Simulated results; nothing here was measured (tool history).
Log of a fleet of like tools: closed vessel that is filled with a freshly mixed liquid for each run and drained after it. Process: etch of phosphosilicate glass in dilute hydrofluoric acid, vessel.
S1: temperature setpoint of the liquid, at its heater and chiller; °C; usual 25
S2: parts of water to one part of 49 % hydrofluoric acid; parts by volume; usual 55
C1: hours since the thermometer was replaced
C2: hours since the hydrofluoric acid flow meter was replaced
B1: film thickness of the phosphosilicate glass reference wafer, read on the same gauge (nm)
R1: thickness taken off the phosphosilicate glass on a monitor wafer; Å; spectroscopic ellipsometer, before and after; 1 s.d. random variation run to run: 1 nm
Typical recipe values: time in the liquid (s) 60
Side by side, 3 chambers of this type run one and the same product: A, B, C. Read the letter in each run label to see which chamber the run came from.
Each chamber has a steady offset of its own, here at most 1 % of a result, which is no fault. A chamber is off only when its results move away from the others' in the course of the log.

run 1A hour=4.5 | S1=25 S2=55 time_in_the_liquid_(s)=60 | C1=331.1 C2=1830.5 | B1=89.981 | R1=1108.9
run 2C hour=11.1 | S1=25 S2=55 time_in_the_liquid_(s)=60 | C1=1805.2 C2=1056 | B1=89.993 | R1=1088.3
run 3B hour=15.4 | S1=25 S2=55 time_in_the_liquid_(s)=60 | C1=532 C2=1449.9 | B1=90.019 | R1=1104.7
run 4C hour=22.1 | S1=25 S2=55 time_in_the_liquid_(s)=60 | C1=1816.2 C2=1067 | B1=90.011 | R1=1099.1
run 5A hour=28.7 | S1=25 S2=45 time_in_the_liquid_(s)=30 | C1=355.3 C2=1854.7 | B1=90.005 | R1=686.24
run 6B hour=35.2 | S1=25 S2=45 time_in_the_liquid_(s)=30 | C1=551.8 C2=1469.7 | B1=90.007 | R1=702.32
run 7B hour=41.9 | S1=25 S2=45 time_in_the_liquid_(s)=30 | C1=558.5 C2=1476.4 | B1=89.997 | R1=688.89
run 8C hour=45.4 | S1=25 S2=55 time_in_the_liquid_(s)=60 | C1=1839.5 C2=1090.3 | B1=89.981 | R1=1074.8
run 9A hour=51.7 | S1=25 S2=55 time_in_the_liquid_(s)=60 | C1=378.3 C2=1877.7 | B1=90.007 | R1=1104.9
run 10A hour=55.3 | S1=25 S2=55 time_in_the_liquid_(s)=60 | C1=381.9 C2=1881.3 | B1=89.978 | R1=1094.4
run 11B hour=62.8 | S1=25 S2=55 time_in_the_liquid_(s)=60 | C1=579.4 C2=1497.3 | B1=90.038 | R1=1117.4
run 12C hour=66.7 | S1=25 S2=55 time_in_the_liquid_(s)=60 | C1=1860.8 C2=1111.6 | B1=90.037 | R1=1102.2
run 13C hour=73.3 | S1=25 S2=55 time_in_the_liquid_(s)=60 | C1=1867.4 C2=1118.2 | B1=90.011 | R1=1076.6
run 14A hour=77.9 | S1=25 S2=55 time_in_the_liquid_(s)=60 | C1=404.5 C2=1903.9 | B1=89.995 | R1=1091.7
run 15B hour=82 | S1=25 S2=55 time_in_the_liquid_(s)=60 | C1=598.6 C2=1516.5 | B1=90.077 | R1=1101.2
run 16C hour=89.7 | S1=25 S2=55 time_in_the_liquid_(s)=60 | C1=1883.8 C2=1134.6 | B1=89.992 | R1=1103.2
run 17B hour=97.1 | S1=25 S2=55 time_in_the_liquid_(s)=60 | C1=613.7 C2=1531.6 | B1=90.052 | R1=1115.9
-- hour=102 chamber B: thermometer replaced
-- hour=103 chamber C: hydrofluoric acid flow meter replaced
run 18A hour=103.7 | S1=25 S2=75 time_in_the_liquid_(s)=80 | C1=430.3 C2=1929.7 | B1=90.007 | R1=1048.8
run 19B hour=107.6 | S1=25 S2=75 time_in_the_liquid_(s)=80 | C1=5.6 C2=1542.1 | B1=90 | R1=1067.2
run 20C hour=112.8 | S1=25 S2=75 time_in_the_liquid_(s)=80 | C1=1906.9 C2=9.9 | B1=90.023 | R1=1056
run 21A hour=119.1 | S1=25 S2=55 time_in_the_liquid_(s)=60 | C1=445.7 C2=1945.1 | B1=89.965 | R1=1088.3
run 22C hour=124.5 | S1=21.5 S2=55 time_in_the_liquid_(s)=60 | C1=1918.6 C2=21.6 | B1=90.026 | R1=948.35
run 23A hour=132.1 | S1=21.5 S2=55 time_in_the_liquid_(s)=60 | C1=458.7 C2=1958.1 | B1=89.979 | R1=949.83
run 24B hour=139.7 | S1=21.5 S2=55 time_in_the_liquid_(s)=60 | C1=37.7 C2=1574.2 | B1=89.993 | R1=947.45
run 25B hour=145.8 | S1=25 S2=55 time_in_the_liquid_(s)=60 | C1=43.8 C2=1580.3 | B1=89.992 | R1=1110
run 26A hour=150.3 | S1=25 S2=55 time_in_the_liquid_(s)=60 | C1=476.9 C2=1976.3 | B1=89.97 | R1=1111.8
run 27C hour=157.2 | S1=25 S2=55 time_in_the_liquid_(s)=60 | C1=1951.3 C2=54.3 | B1=90.012 | R1=1096.6
run 28A hour=162 | S1=25 S2=55 time_in_the_liquid_(s)=60 | C1=488.6 C2=1988 | B1=89.97 | R1=1107.3
run 29B hour=169.2 | S1=25 S2=55 time_in_the_liquid_(s)=60 | C1=67.2 C2=1603.7 | B1=89.988 | R1=1106.7
run 30C hour=174 | S1=25 S2=55 time_in_the_liquid_(s)=60 | C1=1968.1 C2=71.1 | B1=90.015 | R1=1096.1
run 31A hour=180.8 | S1=25 S2=55 time_in_the_liquid_(s)=60 | C1=507.4 C2=2006.8 | B1=89.921 | R1=1096.8
run 32C hour=186 | S1=25 S2=55 time_in_the_liquid_(s)=60 | C1=1980.1 C2=83.1 | B1=89.966 | R1=1079.6
run 33B hour=191.9 | S1=25 S2=55 time_in_the_liquid_(s)=60 | C1=89.9 C2=1626.4 | B1=89.982 | R1=1117.6
run 34B hour=196.6 | S1=25 S2=55 time_in_the_liquid_(s)=60 | C1=94.6 C2=1631.1 | B1=89.992 | R1=1108.6
run 35A hour=201 | S1=25 S2=55 time_in_the_liquid_(s)=60 | C1=527.6 C2=2027 | B1=89.967 | R1=1091
run 36C hour=205 | S1=25 S2=55 time_in_the_liquid_(s)=60 | C1=1999.1 C2=102.1 | B1=90.02 | R1=1111.9
run 37C hour=210.7 | S1=25 S2=55 time_in_the_liquid_(s)=75 | C1=2004.8 C2=107.8 | B1=89.971 | R1=1362.9
run 38A hour=214.3 | S1=25 S2=55 time_in_the_liquid_(s)=75 | C1=540.9 C2=2040.3 | B1=89.995 | R1=1385.2
run 39B hour=218.2 | S1=25 S2=55 time_in_the_liquid_(s)=75 | C1=116.2 C2=1652.7 | B1=90.03 | R1=1380.4
run 40A hour=222.4 | S1=25 S2=75 time_in_the_liquid_(s)=60 | C1=549 C2=2048.4 | B1=90.024 | R1=777.88
run 41C hour=228.6 | S1=25 S2=75 time_in_the_liquid_(s)=60 | C1=2022.7 C2=125.7 | B1=89.996 | R1=788.07
run 42B hour=232.3 | S1=25 S2=75 time_in_the_liquid_(s)=60 | C1=130.3 C2=1666.8 | B1=89.985 | R1=797.22
run 43C hour=238.9 | S1=25 S2=55 time_in_the_liquid_(s)=60 | C1=2033 C2=136 | B1=90.018 | R1=1086.8

For the next run the whole fleet of 3 chambers uses the same settings. Give each chamber's results:
run 44A hour=244.4 | S1=25 S2=55 time_in_the_liquid_(s)=60 | R1=?
run 44B hour=244.4 | S1=25 S2=55 time_in_the_liquid_(s)=60 | R1=?
run 44C hour=244.4 | S1=25 S2=55 time_in_the_liquid_(s)=60 | R1=?

run=44A R1=1110.3
run=44B R1=1115.5
run=44C R1=1089.5
